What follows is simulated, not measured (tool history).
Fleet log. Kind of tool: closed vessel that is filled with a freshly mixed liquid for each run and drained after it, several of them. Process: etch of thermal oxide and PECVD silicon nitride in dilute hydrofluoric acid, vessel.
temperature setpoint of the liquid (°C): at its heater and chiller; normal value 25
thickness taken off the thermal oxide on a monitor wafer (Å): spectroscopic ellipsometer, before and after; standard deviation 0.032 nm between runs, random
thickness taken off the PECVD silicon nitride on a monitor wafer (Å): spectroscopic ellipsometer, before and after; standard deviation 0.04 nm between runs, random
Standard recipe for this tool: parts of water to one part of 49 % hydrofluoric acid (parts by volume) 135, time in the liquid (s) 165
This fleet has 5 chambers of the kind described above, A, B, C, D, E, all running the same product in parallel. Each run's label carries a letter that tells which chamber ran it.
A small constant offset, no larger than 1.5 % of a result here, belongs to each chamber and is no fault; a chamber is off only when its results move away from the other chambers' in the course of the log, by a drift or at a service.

run	hour	temperature setpoint of the liquid (°C)	parts of water to one part of 49 % hydrofluoric acid (parts by volume)	time in the liquid (s)	read-back film thickness of the thermal oxide reference wafer, read on the same gauge (nm)	read-back film thickness of the PECVD silicon nitride reference wafer, read on the same gauge (nm)	thickness taken off the thermal oxide on a monitor wafer (Å)	thickness taken off the PECVD silicon nitride on a monitor wafer (Å)
1B	8.5	25	135	165	60.006	70.021	58.670	37.595
2D	13.2	25	135	165	60.014	70.004	58.443	36.138
3C	21.3	25	135	165	60.010	69.998	58.759	37.234
4A	27.7	25	135	165	59.993	70.004	58.069	37.349
5E	35.4	25	135	165	59.991	69.971	57.555	37.402
6A	42.5	25	135	165	60.020	70.011	57.956	37.022
7E	51.9	25	135	165	60.002	70.008	57.447	37.208
8B	58.4	20	135	165	59.996	69.983	47.696	26.375
9D	67.9	20	135	165	60.036	69.966	47.405	26.757
10C	75.4	20	135	165	59.990	69.979	48.194	26.682
11C	82.4	20	135	165	60.012	70.005	47.950	26.711
12D	91.5	20	135	165	60.007	69.997	47.627	26.892
13A	98.6	25	135	165	59.989	69.972	57.403	37.289
14E	107.3	28	135	235	59.998	70.009	91.811	65.252
15B	112.0	28	135	235	59.970	70.013	93.083	63.148
16D	118.3	28	135	235	60.003	70.004	92.705	63.881
17A	124.2	28	135	235	59.994	69.999	91.981	64.861
18E	128.5	28	135	235	60.010	70.032	91.465	63.349
19C	134.9	25	135	165	60.008	70.019	58.942	37.414
20B	143.2	25	135	165	59.996	70.007	58.379	37.118
21B	147.9	25	135	165	60.010	70.005	58.517	36.772
22D	156.3	25	135	120	59.975	70.017	42.479	27.005
23C	161.4	25	135	120	60.012	69.985	42.941	27.733
24A	170.5	25	135	120	60.014	70.002	42.016	27.350
25E	174.7	25	135	120	59.995	70.018	42.129	27.020
26C	183.7	25	135	120	59.995	70.000	43.506	27.922
27E	191.3	25	135	165	59.967	70.020	57.567	37.674
28D	199.7	25	185	165	59.993	70.005	40.108	27.449
29A	205.1	25	185	165	60.010	69.991	40.207	27.382
# hour 206.9: chamber A: thermometer replaced
30B	211.7	25	185	165	60.018	70.005	40.423	26.540
31B	216.0	25	185	165	59.992	69.983	40.165	26.966
32A	224.7	25	185	165	59.988	69.971	40.079	27.283
33C	231.1	25	135	165	60.014	70.006	60.536	39.008
34E	235.5	25	135	195	60.012	70.028	68.486	44.253
35D	245.0	25	135	195	60.001	70.023	68.587	43.403
36E	251.0	25	135	195	59.990	69.983	68.764	44.668
37B	256.2	25	135	195	60.005	70.008	69.198	42.974
38C	263.2	25	135	195	60.013	70.003	72.298	47.381
39D	268.1	25	135	165	60.014	69.986	58.304	37.345

Predict what each chamber gives when all 5 of them run the settings below next.
40A	274.9	25	195	165			?	?
40B	274.9	25	195	165			?	?
40C	274.9	25	195	165			?	?
40D	274.9	25	195	165			?	?
40E	274.9	25	195	165			?	?

run	thickness taken off the thermal oxide on a monitor wafer (Å)	thickness taken off the PECVD silicon nitride on a monitor wafer (Å)
40A	37.644	25.624
40B	37.890	25.647
40C	39.721	28.017
40D	37.555	25.617
40E	37.181	25.262
